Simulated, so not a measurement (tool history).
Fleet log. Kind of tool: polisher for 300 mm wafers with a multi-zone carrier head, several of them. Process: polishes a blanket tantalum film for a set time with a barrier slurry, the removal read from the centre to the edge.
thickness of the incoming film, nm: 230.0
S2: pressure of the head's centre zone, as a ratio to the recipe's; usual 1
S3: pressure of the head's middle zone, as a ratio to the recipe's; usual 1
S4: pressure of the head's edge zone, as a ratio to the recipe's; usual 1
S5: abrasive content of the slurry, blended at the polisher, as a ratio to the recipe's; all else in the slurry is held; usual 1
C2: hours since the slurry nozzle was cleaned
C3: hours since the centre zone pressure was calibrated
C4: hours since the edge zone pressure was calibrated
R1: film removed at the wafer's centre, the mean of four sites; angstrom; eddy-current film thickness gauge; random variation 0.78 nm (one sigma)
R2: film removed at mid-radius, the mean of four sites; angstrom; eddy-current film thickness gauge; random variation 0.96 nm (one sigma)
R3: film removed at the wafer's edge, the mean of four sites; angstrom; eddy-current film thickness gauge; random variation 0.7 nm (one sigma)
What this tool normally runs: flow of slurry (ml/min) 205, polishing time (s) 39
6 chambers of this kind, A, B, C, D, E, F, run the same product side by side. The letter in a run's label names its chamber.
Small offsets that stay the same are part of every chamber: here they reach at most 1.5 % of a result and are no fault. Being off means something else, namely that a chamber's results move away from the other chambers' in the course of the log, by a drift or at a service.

-- day=0.046 chamber B: worn pad replaced by a new one
-- day=0.112 chamber F: worn pad replaced by a new one
run 1B day=0.254 | flow_of_slurry_(ml/min)=205 S2=1 S3=1 S4=1 S5=1 polishing_time_(s)=39 | wafers_polished_on_this_pad=47 C2=531.8 C3=254 C4=83 | R1=869.4 R2=868.65 R3=881.94
run 2C day=0.521 | flow_of_slurry_(ml/min)=205 S2=1 S3=1 S4=1 S5=1 polishing_time_(s)=39 | wafers_polished_on_this_pad=359 C2=286.1 C3=118.4 C4=362 | R1=873.21 R2=865.73 R3=873.06
-- day=0.708 chamber E: worn pad replaced by a new one
-- day=0.858 chamber D: edge zone pressure recalibrated
run 3E day=0.988 | flow_of_slurry_(ml/min)=205 S2=1 S3=1 S4=1 S5=1 polishing_time_(s)=39 | wafers_polished_on_this_pad=64 C2=59.2 C3=718.2 C4=36.8 | R1=867.38 R2=884.77 R3=871.85
run 4F day=1.242 | flow_of_slurry_(ml/min)=205 S2=1 S3=1 S4=1 S5=1 polishing_time_(s)=39 | wafers_polished_on_this_pad=257 C2=441.3 C3=405.5 C4=330.4 | R1=864.24 R2=863.72 R3=880.12
run 5A day=1.704 | flow_of_slurry_(ml/min)=205 S2=1 S3=0.94 S4=1 S5=1 polishing_time_(s)=39 | wafers_polished_on_this_pad=799 C2=739.6 C3=112.7 C4=796.3 | R1=859.43 R2=814.59 R3=871.95
run 6D day=2.042 | flow_of_slurry_(ml/min)=205 S2=1 S3=0.94 S4=1 S5=1 polishing_time_(s)=39 | wafers_polished_on_this_pad=1159 C2=149.2 C3=605 C4=28.5 | R1=876.47 R2=833.18 R3=868.14
run 7C day=2.308 | flow_of_slurry_(ml/min)=205 S2=1 S3=0.94 S4=1 S5=1 polishing_time_(s)=39 | wafers_polished_on_this_pad=766 C2=329 C3=161.3 C4=404.9 | R1=878.37 R2=822.18 R3=872.26
-- day=2.562 chamber D: worn pad replaced by a new one
run 8F day=2.708 | flow_of_slurry_(ml/min)=205 S2=1 S3=0.94 S4=1 S5=1 polishing_time_(s)=39 | wafers_polished_on_this_pad=591 C2=476.5 C3=440.7 C4=365.6 | R1=860.71 R2=816.56 R3=886.2
-- day=2.771 chamber F: worn pad replaced by a new one
run 9B day=3.104 | flow_of_slurry_(ml/min)=205 S2=1 S3=0.94 S4=1 S5=1 polishing_time_(s)=39 | wafers_polished_on_this_pad=696 C2=600.2 C3=322.4 C4=151.4 | R1=868.8 R2=814.58 R3=877.25
-- day=3.367 chamber E: worn pad replaced by a new one
-- day=3.396 chamber A: slurry nozzle cleaned
run 10A day=3.446 | flow_of_slurry_(ml/min)=205 S2=1 S3=0.94 S4=1 S5=1 polishing_time_(s)=39 | wafers_polished_on_this_pad=1195 C2=1.2 C3=154.5 C4=838.1 | R1=873.78 R2=821.51 R3=875.73
run 11D day=3.767 | flow_of_slurry_(ml/min)=205 S2=1 S3=1 S4=1 S5=1.2 polishing_time_(s)=39 | wafers_polished_on_this_pad=274 C2=190.6 C3=646.4 C4=69.9 | R1=907.44 R2=918.97 R3=914.25
run 12E day=4.104 | flow_of_slurry_(ml/min)=205 S2=1 S3=1 S4=1 S5=1.2 polishing_time_(s)=39 | wafers_polished_on_this_pad=168 C2=134 C3=793 C4=111.6 | R1=916.97 R2=912.87 R3=903.19
-- day=4.183 chamber A: worn pad replaced by a new one
-- day=4.188 chamber D: centre zone pressure recalibrated
run 13F day=4.471 | flow_of_slurry_(ml/min)=205 S2=1 S3=1 S4=1 S5=1.2 polishing_time_(s)=39 | wafers_polished_on_this_pad=387 C2=518.8 C3=483 C4=407.9 | R1=907.87 R2=892.03 R3=904.94
-- day=4.504 chamber C: worn pad replaced by a new one
-- day=4.604 chamber B: worn pad replaced by a new one
-- day=4.608 chamber F: slurry nozzle cleaned
run 14D day=4.717 | flow_of_slurry_(ml/min)=205 S2=1 S3=1 S4=1 S5=1.2 polishing_time_(s)=39 | wafers_polished_on_this_pad=491 C2=213.4 C3=12.7 C4=92.7 | R1=997.47 R2=912.54 R3=916.04
run 15C day=4.967 | flow_of_slurry_(ml/min)=205 S2=1 S3=1 S4=1 S5=1.2 polishing_time_(s)=39 | wafers_polished_on_this_pad=105 C2=392.8 C3=225.1 C4=468.7 | R1=916.04 R2=921.29 R3=922.87
run 16E day=5.188 | flow_of_slurry_(ml/min)=205 S2=1 S3=1 S4=1 S5=1.2 polishing_time_(s)=39 | wafers_polished_on_this_pad=415 C2=160 C3=819 C4=137.6 | R1=894.02 R2=920.79 R3=909.37
-- day=5.554 chamber F: worn pad replaced by a new one
run 17B day=5.588 | flow_of_slurry_(ml/min)=205 S2=1 S3=1 S4=1 S5=1 polishing_time_(s)=39 | wafers_polished_on_this_pad=224 C2=659.8 C3=382 C4=211 | R1=877.8 R2=866.02 R3=861.65
-- day=6.012 chamber E: worn pad replaced by a new one
run 18A day=6.05 | flow_of_slurry_(ml/min)=205 S2=1 S3=1 S4=1 S5=1 polishing_time_(s)=39 | wafers_polished_on_this_pad=425 C2=63.7 C3=217 C4=900.6 | R1=880.16 R2=875.69 R3=872.26
run 19C day=6.283 | flow_of_slurry_(ml/min)=205 S2=1 S3=1 S4=1 S5=1 polishing_time_(s)=39 | wafers_polished_on_this_pad=405 C2=424.4 C3=256.7 C4=500.3 | R1=881.44 R2=898.52 R3=871.34
run 20D day=6.667 | flow_of_slurry_(ml/min)=205 S2=1 S3=1 S4=1 S5=1 polishing_time_(s)=39 | wafers_polished_on_this_pad=935 C2=260.2 C3=59.5 C4=139.5 | R1=953.97 R2=861.48 R3=862.65
run 21E day=7.108 | flow_of_slurry_(ml/min)=205 S2=1 S3=1 S4=1 S5=1 polishing_time_(s)=39 | wafers_polished_on_this_pad=250 C2=206.1 C3=865.1 C4=183.7 | R1=870.7 R2=865.12 R3=865.31
run 22B day=7.562 | flow_of_slurry_(ml/min)=205 S2=1 S3=1 S4=1 S5=1 polishing_time_(s)=39 | wafers_polished_on_this_pad=674 C2=707.2 C3=429.4 C4=258.4 | R1=876.44 R2=866.06 R3=874.6
run 23F day=7.975 | flow_of_slurry_(ml/min)=205 S2=1 S3=0.92 S4=1 S5=1 polishing_time_(s)=39 | wafers_polished_on_this_pad=552 C2=80.9 C3=567.1 C4=492 | R1=871.68 R2=811.12 R3=876.08
-- day=8.188 chamber C: edge zone pressure recalibrated
-- day=8.321 chamber F: worn pad replaced by a new one
run 24A day=8.354 | flow_of_slurry_(ml/min)=205 S2=1 S3=0.92 S4=1 S5=1 polishing_time_(s)=39 | wafers_polished_on_this_pad=950 C2=119 C3=272.3 C4=955.9 | R1=880.09 R2=788.1 R3=883.32
-- day=8.7 chamber E: worn pad replaced by a new one
run 25C day=8.729 | flow_of_slurry_(ml/min)=205 S2=1 S3=0.92 S4=1 S5=1 polishing_time_(s)=39 | wafers_polished_on_this_pad=962 C2=483.1 C3=315.4 C4=13 | R1=867.98 R2=809.34 R3=875.56
-- day=8.892 chamber D: worn pad replaced by a new one
run 26A day=9.133 | flow_of_slurry_(ml/min)=205 S2=1 S3=0.92 S4=1 S5=1 polishing_time_(s)=39 | wafers_polished_on_this_pad=1128 C2=137.7 C3=291 C4=974.6 | R1=869.47 R2=791.72 R3=862.87
run 27D day=9.346 | flow_of_slurry_(ml/min)=205 S2=1 S3=0.92 S4=1 S5=1 polishing_time_(s)=39 | wafers_polished_on_this_pad=103 C2=324.5 C3=123.8 C4=203.8 | R1=946.68 R2=808.35 R3=880.39
-- day=9.525 chamber B: worn pad replaced by a new one
run 28B day=9.562 | flow_of_slurry_(ml/min)=205 S2=1 S3=0.92 S4=1 S5=1 polishing_time_(s)=39 | wafers_polished_on_this_pad=9 C2=755.2 C3=477.4 C4=306.4 | R1=863.8 R2=808.05 R3=880.12
-- day=9.692 chamber C: centre zone pressure recalibrated
-- day=9.867 chamber A: worn pad replaced by a new one
run 29E day=9.888 | flow_of_slurry_(ml/min)=205 S2=1 S3=1 S4=1 S5=1 polishing_time_(s)=39 | wafers_polished_on_this_pad=271 C2=272.8 C3=931.8 C4=250.4 | R1=868.07 R2=879.51 R3=864.6
run 30F day=10.283 | flow_of_slurry_(ml/min)=205 S2=1 S3=1 S4=1 S5=1 polishing_time_(s)=39 | wafers_polished_on_this_pad=447 C2=136.3 C3=622.5 C4=547.4 | R1=845.71 R2=863.1 R3=881.27
-- day=10.367 chamber E: slurry nozzle cleaned
run 31C day=10.662 | flow_of_slurry_(ml/min)=205 S2=1 S3=1 S4=1 S5=1 polishing_time_(s)=39 | wafers_polished_on_this_pad=1403 C2=529.5 C3=23.3 C4=59.4 | R1=862.89 R2=873.18 R3=863.34
-- day=10.775 chamber A: centre zone pressure recalibrated
run 32F day=10.892 | flow_of_slurry_(ml/min)=205 S2=1 S3=1 S4=1 S5=1 polishing_time_(s)=39 | wafers_polished_on_this_pad=585 C2=150.9 C3=637.1 C4=562 | R1=849.66 R2=860.6 R3=876.64
run 33D day=11.183 | flow_of_slurry_(ml/min)=205 S2=1 S3=1 S4=1 S5=1 polishing_time_(s)=39 | wafers_polished_on_this_pad=522 C2=368.6 C3=167.9 C4=247.9 | R1=939.01 R2=854.27 R3=867.19
-- day=11.367 chamber E: worn pad replaced by a new one
run 34B day=11.654 | flow_of_slurry_(ml/min)=205 S2=1 S3=1 S4=1 S5=1 polishing_time_(s)=39 | wafers_polished_on_this_pad=485 C2=805.4 C3=527.6 C4=356.6 | R1=865.98 R2=863.35 R3=875.92
run 35E day=11.95 | flow_of_slurry_(ml/min)=205 S2=1 S3=1 S4=1 S5=1 polishing_time_(s)=39 | wafers_polished_on_this_pad=133 C2=38 C3=981.3 C4=299.9 | R1=872.34 R2=874.89 R3=865.5
run 36A day=12.429 | flow_of_slurry_(ml/min)=205 S2=1 S3=1 S4=1 S5=1 polishing_time_(s)=39 | wafers_polished_on_this_pad=583 C2=216.8 C3=39.7 C4=1053.7 | R1=855.45 R2=865.18 R3=870.67

The same settings go to every chamber for the next run, one line per chamber below. Forecast the results for each:
run 37A day=12.779 | flow_of_slurry_(ml/min)=205 S2=1 S3=1 S4=1 S5=1 polishing_time_(s)=39 | R1=? R2=? R3=?
run 37B day=12.779 | flow_of_slurry_(ml/min)=205 S2=1 S3=1 S4=1 S5=1 polishing_time_(s)=39 | R1=? R2=? R3=?
run 37C day=12.779 | flow_of_slurry_(ml/min)=205 S2=1 S3=1 S4=1 S5=1 polishing_time_(s)=39 | R1=? R2=? R3=?
run 37D day=12.779 | flow_of_slurry_(ml/min)=205 S2=1 S3=1 S4=1 S5=1 polishing_time_(s)=39 | R1=? R2=? R3=?
run 37E day=12.779 | flow_of_slurry_(ml/min)=205 S2=1 S3=1 S4=1 S5=1 polishing_time_(s)=39 | R1=? R2=? R3=?
run 37F day=12.779 | flow_of_slurry_(ml/min)=205 S2=1 S3=1 S4=1 S5=1 polishing_time_(s)=39 | R1=? R2=? R3=?

run=37A R1=862.71 R2=845.96 R3=864.9
run=37B R1=868.49 R2=876.44 R3=864.82
run=37C R1=877.99 R2=872.48 R3=879.22
run=37D R1=946.42 R2=880.46 R3=861
run=37E R1=855.06 R2=877.86 R3=858.04
run=37F R1=877.2 R2=870.15 R3=867.02

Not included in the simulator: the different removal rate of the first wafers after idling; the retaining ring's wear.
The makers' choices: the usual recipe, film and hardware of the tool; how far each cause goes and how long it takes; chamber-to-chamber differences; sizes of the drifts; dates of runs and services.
